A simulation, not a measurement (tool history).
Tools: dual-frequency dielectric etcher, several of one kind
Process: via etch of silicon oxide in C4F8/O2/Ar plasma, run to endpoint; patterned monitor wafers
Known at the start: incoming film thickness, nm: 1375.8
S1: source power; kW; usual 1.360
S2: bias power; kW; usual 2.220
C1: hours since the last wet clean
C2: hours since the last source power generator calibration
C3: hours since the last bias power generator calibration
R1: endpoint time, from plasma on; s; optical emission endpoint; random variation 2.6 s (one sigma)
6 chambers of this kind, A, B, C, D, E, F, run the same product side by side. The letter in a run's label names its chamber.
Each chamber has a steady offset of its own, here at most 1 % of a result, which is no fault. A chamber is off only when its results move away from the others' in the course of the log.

run 1A hour=6.4 | S1=1.360 S2=2.220 | C1=67.2 C2=1386.0 C3=41.1 | R1=311.48
run 2B hour=12.9 | S1=1.360 S2=2.220 | C1=328.1 C2=1821.0 C3=2169.4 | R1=309.07
run 3F hour=23.8 | S1=1.360 S2=2.220 | C1=103.3 C2=243.4 C3=1324.6 | R1=309.23
run 4C hour=33.1 | S1=1.360 S2=2.220 | C1=224.0 C2=1674.3 C3=1186.0 | R1=306.84
run 5E hour=42.9 | S1=1.360 S2=2.220 | C1=417.6 C2=1114.3 C3=613.0 | R1=312.51
run 6D hour=48.1 | S1=1.360 S2=2.220 | C1=235.0 C2=547.7 C3=1658.1 | R1=301.17
run 7B hour=53.5 | S1=1.360 S2=2.220 | C1=368.7 C2=1861.6 C3=2210.0 | R1=304.19
run 8A hour=59.9 | S1=1.360 S2=1.843 | C1=120.7 C2=1439.5 C3=94.6 | R1=326.07
run 9E hour=69.9 | S1=1.360 S2=1.843 | C1=444.6 C2=1141.3 C3=640.0 | R1=327.17
run 10C hour=75.8 | S1=1.360 S2=1.843 | C1=266.7 C2=1717.0 C3=1228.7 | R1=327.05
run 11D hour=81.5 | S1=1.360 S2=1.843 | C1=268.4 C2=581.1 C3=1691.5 | R1=325.51
-- hour=83.4 chamber B: wet clean of the chamber
-- hour=89.7 chamber E: wet clean of the chamber
run 12F hour=91.3 | S1=1.360 S2=1.843 | C1=170.8 C2=310.9 C3=1392.1 | R1=319.95
run 13B hour=97.5 | S1=1.360 S2=1.843 | C1=14.1 C2=1905.6 C3=2254.0 | R1=321.73
run 14F hour=107.8 | S1=1.360 S2=2.220 | C1=187.3 C2=327.4 C3=1408.6 | R1=307.24
run 15C hour=118.3 | S1=1.360 S2=2.220 | C1=309.2 C2=1759.5 C3=1271.2 | R1=304.93
run 16E hour=123.3 | S1=1.030 S2=2.220 | C1=33.7 C2=1194.7 C3=693.4 | R1=344.82
run 17D hour=130.2 | S1=1.030 S2=2.220 | C1=317.1 C2=629.8 C3=1740.2 | R1=341.56
run 18A hour=135.8 | S1=1.030 S2=2.220 | C1=196.6 C2=1515.4 C3=170.5 | R1=341.12
run 19F hour=146.3 | S1=1.030 S2=2.220 | C1=225.8 C2=365.9 C3=1447.1 | R1=343.18
run 20B hour=154.0 | S1=1.030 S2=2.220 | C1=70.6 C2=1962.1 C3=2310.5 | R1=346.90
run 21D hour=164.9 | S1=1.030 S2=2.220 | C1=351.8 C2=664.5 C3=1774.9 | R1=340.19
run 22C hour=170.9 | S1=1.360 S2=2.220 | C1=361.8 C2=1812.1 C3=1323.8 | R1=310.92
-- hour=175.5 chamber C: wet clean of the chamber
run 23E hour=180.4 | S1=1.360 S2=2.220 | C1=90.8 C2=1251.8 C3=750.5 | R1=311.82
run 24A hour=186.5 | S1=1.360 S2=2.220 | C1=247.3 C2=1566.1 C3=221.2 | R1=308.03
run 25E hour=196.0 | S1=1.360 S2=2.220 | C1=106.4 C2=1267.4 C3=766.1 | R1=308.47
run 26C hour=201.5 | S1=1.360 S2=2.220 | C1=26.0 C2=1842.7 C3=1354.4 | R1=302.59
run 27A hour=209.5 | S1=1.480 S2=2.462 | C1=270.3 C2=1589.1 C3=244.2 | R1=292.44
run 28B hour=216.0 | S1=1.480 S2=2.462 | C1=132.6 C2=2024.1 C3=2372.5 | R1=285.53
run 29D hour=222.6 | S1=1.480 S2=2.462 | C1=409.5 C2=722.2 C3=1832.6 | R1=289.46
run 30F hour=227.8 | S1=1.480 S2=2.462 | C1=307.3 C2=447.4 C3=1528.6 | R1=292.85
run 31F hour=232.6 | S1=1.480 S2=2.462 | C1=312.1 C2=452.2 C3=1533.4 | R1=290.18
run 32E hour=238.6 | S1=1.480 S2=2.462 | C1=149.0 C2=1310.0 C3=808.7 | R1=288.95
run 33C hour=246.3 | S1=1.360 S2=2.220 | C1=70.8 C2=1887.5 C3=1399.2 | R1=307.41
run 34B hour=253.3 | S1=1.650 S2=2.736 | C1=169.9 C2=2061.4 C3=2409.8 | R1=267.99
run 35D hour=264.5 | S1=1.650 S2=2.736 | C1=451.4 C2=764.1 C3=1874.5 | R1=266.39
run 36A hour=272.2 | S1=1.650 S2=2.736 | C1=333.0 C2=1651.8 C3=306.9 | R1=269.29
run 37B hour=277.1 | S1=1.650 S2=2.736 | C1=193.7 C2=2085.2 C3=2433.6 | R1=265.66

What goes on in this fleet: one chamber off, a drifting gauge, or nothing beyond the chambers' own small offsets? Name the chamber and the cause, if any.

No chamber stands off beyond its own small offset, and the gauge holds steady.
